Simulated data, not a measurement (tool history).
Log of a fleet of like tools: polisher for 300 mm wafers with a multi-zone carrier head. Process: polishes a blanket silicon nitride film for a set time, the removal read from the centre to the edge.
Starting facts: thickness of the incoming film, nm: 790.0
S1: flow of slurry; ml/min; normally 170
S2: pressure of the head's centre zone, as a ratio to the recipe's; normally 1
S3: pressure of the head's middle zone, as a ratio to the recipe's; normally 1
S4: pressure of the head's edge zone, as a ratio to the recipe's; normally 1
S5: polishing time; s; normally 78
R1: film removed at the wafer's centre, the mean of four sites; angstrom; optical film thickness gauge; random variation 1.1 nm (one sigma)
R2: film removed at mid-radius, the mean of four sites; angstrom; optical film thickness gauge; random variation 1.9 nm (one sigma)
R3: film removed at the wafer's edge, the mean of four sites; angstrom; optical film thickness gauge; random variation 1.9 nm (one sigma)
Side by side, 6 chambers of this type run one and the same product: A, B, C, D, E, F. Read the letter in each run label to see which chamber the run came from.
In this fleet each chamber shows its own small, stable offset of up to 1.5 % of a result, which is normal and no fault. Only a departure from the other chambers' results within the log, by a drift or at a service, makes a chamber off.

run 1B day=0.271 | S1=170 S2=1 S3=1 S4=1 S5=78 | R1=1670.7 R2=1693.5 R3=1683.9
run 2D day=0.629 | S1=170 S2=1 S3=1 S4=1 S5=78 | R1=1661 R2=1691.9 R3=1656.9
-- day=0.862 chamber B: slurry nozzle cleaned
run 3E day=0.896 | S1=170 S2=1 S3=1 S4=1 S5=78 | R1=1650.4 R2=1658.5 R3=1670.4
run 4F day=1.125 | S1=170 S2=1 S3=1 S4=1 S5=78 | R1=1658.9 R2=1666.5 R3=1674.2
-- day=1.167 chamber A: worn pad replaced by a new one
run 5C day=1.533 | S1=170 S2=1 S3=1 S4=1 S5=78 | R1=1672 R2=1662.1 R3=1639.9
run 6A day=1.792 | S1=170 S2=1 S3=1 S4=1 S5=78 | R1=1691.6 R2=1684.7 R3=1654.6
-- day=2.225 chamber C: worn pad replaced by a new one
run 7B day=2.238 | S1=170 S2=1 S3=1 S4=1 S5=78 | R1=1696.1 R2=1685.2 R3=1667.7
run 8C day=2.479 | S1=170 S2=1 S3=1 S4=1 S5=78 | R1=1682.1 R2=1653.1 R3=1685.1
run 9F day=2.829 | S1=170 S2=1 S3=1 S4=1 S5=78 | R1=1649.6 R2=1633.4 R3=1648.7
-- day=2.867 chamber E: worn pad replaced by a new one
run 10D day=3.112 | S1=170 S2=1 S3=1 S4=1 S5=78 | R1=1665.9 R2=1688.9 R3=1681.9
run 11A day=3.483 | S1=170 S2=1 S3=1 S4=1 S5=78 | R1=1665.7 R2=1683.2 R3=1648.7
run 12E day=3.812 | S1=170 S2=1 S3=1 S4=1 S5=78 | R1=1660.5 R2=1668.4 R3=1681.4
run 13D day=4.075 | S1=170 S2=1 S3=1 S4=1 S5=78 | R1=1659.6 R2=1701.9 R3=1663.9
run 14C day=4.425 | S1=170 S2=1 S3=1 S4=1.09 S5=99 | R1=2094.9 R2=2080.3 R3=2174.4
run 15F day=4.675 | S1=170 S2=1 S3=1 S4=1.09 S5=99 | R1=2111.6 R2=2137.6 R3=2187
-- day=4.983 chamber B: worn pad replaced by a new one
-- day=5.033 chamber D: worn pad replaced by a new one
run 16B day=5.054 | S1=170 S2=1 S3=1 S4=1.09 S5=99 | R1=2153.3 R2=2159.5 R3=2196.2
run 17A day=5.417 | S1=170 S2=1 S3=1 S4=1.09 S5=99 | R1=2106.5 R2=2090.2 R3=2181
run 18E day=5.696 | S1=170 S2=1 S3=1 S4=1.09 S5=99 | R1=2120.3 R2=2123.3 R3=2257
run 19A day=5.958 | S1=170 S2=1 S3=1 S4=1.09 S5=99 | R1=2099.2 R2=2122.2 R3=2178.1
run 20F day=6.283 | S1=170 S2=1 S3=1 S4=1 S5=78 | R1=1666.5 R2=1679.5 R3=1648.9
-- day=6.308 chamber D: slurry nozzle cleaned
run 21E day=6.508 | S1=170 S2=1 S3=1 S4=1 S5=78 | R1=1665.1 R2=1681.4 R3=1685.9
run 22B day=6.817 | S1=170 S2=1 S3=1 S4=1 S5=78 | R1=1668.8 R2=1696.7 R3=1684.1
-- day=6.838 chamber F: worn pad replaced by a new one
run 23D day=7.104 | S1=170 S2=1 S3=1 S4=1 S5=78 | R1=1676.3 R2=1672.5 R3=1658.8
-- day=7.108 chamber D: centre zone pressure recalibrated
run 24C day=7.467 | S1=170 S2=1 S3=1 S4=1 S5=78 | R1=1620 R2=1629.1 R3=1621.5
run 25E day=7.725 | S1=170 S2=1 S3=1 S4=1 S5=78 | R1=1663.3 R2=1648.1 R3=1629
-- day=7.817 chamber A: edge zone pressure recalibrated
run 26A day=7.929 | S1=170 S2=0.94 S3=1.11 S4=1 S5=78 | R1=1561.2 R2=1844.8 R3=1660.2
run 27B day=8.221 | S1=170 S2=0.94 S3=1.11 S4=1 S5=78 | R1=1582.3 R2=1870.3 R3=1665.4
run 28C day=8.571 | S1=170 S2=0.94 S3=1.11 S4=1 S5=78 | R1=1528.7 R2=1806 R3=1621.8
run 29D day=8.921 | S1=170 S2=0.94 S3=1.11 S4=1 S5=78 | R1=1555.1 R2=1837.4 R3=1675.6
-- day=9.042 chamber F: edge zone pressure recalibrated
run 30F day=9.229 | S1=170 S2=0.94 S3=1.11 S4=1 S5=78 | R1=1539.2 R2=1853.7 R3=1641
-- day=9.396 chamber B: worn pad replaced by a new one
run 31A day=9.625 | S1=170 S2=0.94 S3=1.11 S4=1 S5=78 | R1=1565.4 R2=1820.8 R3=1655
run 32E day=9.954 | S1=170 S2=1 S3=1 S4=1 S5=78 | R1=1669 R2=1648.6 R3=1676.1
run 33D day=10.167 | S1=170 S2=1 S3=1 S4=1 S5=78 | R1=1652.1 R2=1677.6 R3=1669.2
run 34C day=10.412 | S1=170 S2=1 S3=1 S4=1 S5=78 | R1=1598.4 R2=1598.5 R3=1612.3
-- day=10.438 chamber B: edge zone pressure recalibrated
run 35B day=10.662 | S1=170 S2=1 S3=1 S4=1 S5=78 | R1=1680.6 R2=1672.8 R3=1660.4
-- day=10.888 chamber E: worn pad replaced by a new one
run 36F day=10.979 | S1=170 S2=1 S3=1 S4=0.93 S5=100 | R1=2129.5 R2=2131.4 R3=2087.8
run 37E day=11.217 | S1=170 S2=1 S3=1 S4=0.93 S5=100 | R1=2146.5 R2=2110 R3=2042.6
run 38B day=11.633 | S1=170 S2=1 S3=1 S4=0.93 S5=100 | R1=2131 R2=2194.8 R3=2043.4
run 39C day=12.054 | S1=170 S2=1 S3=1 S4=0.93 S5=100 | R1=2008.9 R2=2038.4 R3=1972.7

All chambers now run identical settings, listed one chamber a line with results as question marks. What results will each chamber show?
run 40A day=12.379 | S1=170 S2=1 S3=1 S4=1 S5=78 | R1=? R2=? R3=?
run 40B day=12.379 | S1=170 S2=1 S3=1 S4=1 S5=78 | R1=? R2=? R3=?
run 40C day=12.379 | S1=170 S2=1 S3=1 S4=1 S5=78 | R1=? R2=? R3=?
run 40D day=12.379 | S1=170 S2=1 S3=1 S4=1 S5=78 | R1=? R2=? R3=?
run 40E day=12.379 | S1=170 S2=1 S3=1 S4=1 S5=78 | R1=? R2=? R3=?
run 40F day=12.379 | S1=170 S2=1 S3=1 S4=1 S5=78 | R1=? R2=? R3=?

run=40A R1=1645.5 R2=1704.7 R3=1647
run=40B R1=1659.7 R2=1665.2 R3=1682.1
run=40C R1=1587.2 R2=1589.9 R3=1600.9
run=40D R1=1662.1 R2=1669.1 R3=1701.7
run=40E R1=1677.5 R2=1638.5 R3=1677.2
run=40F R1=1658.2 R2=1656.4 R3=1655.3
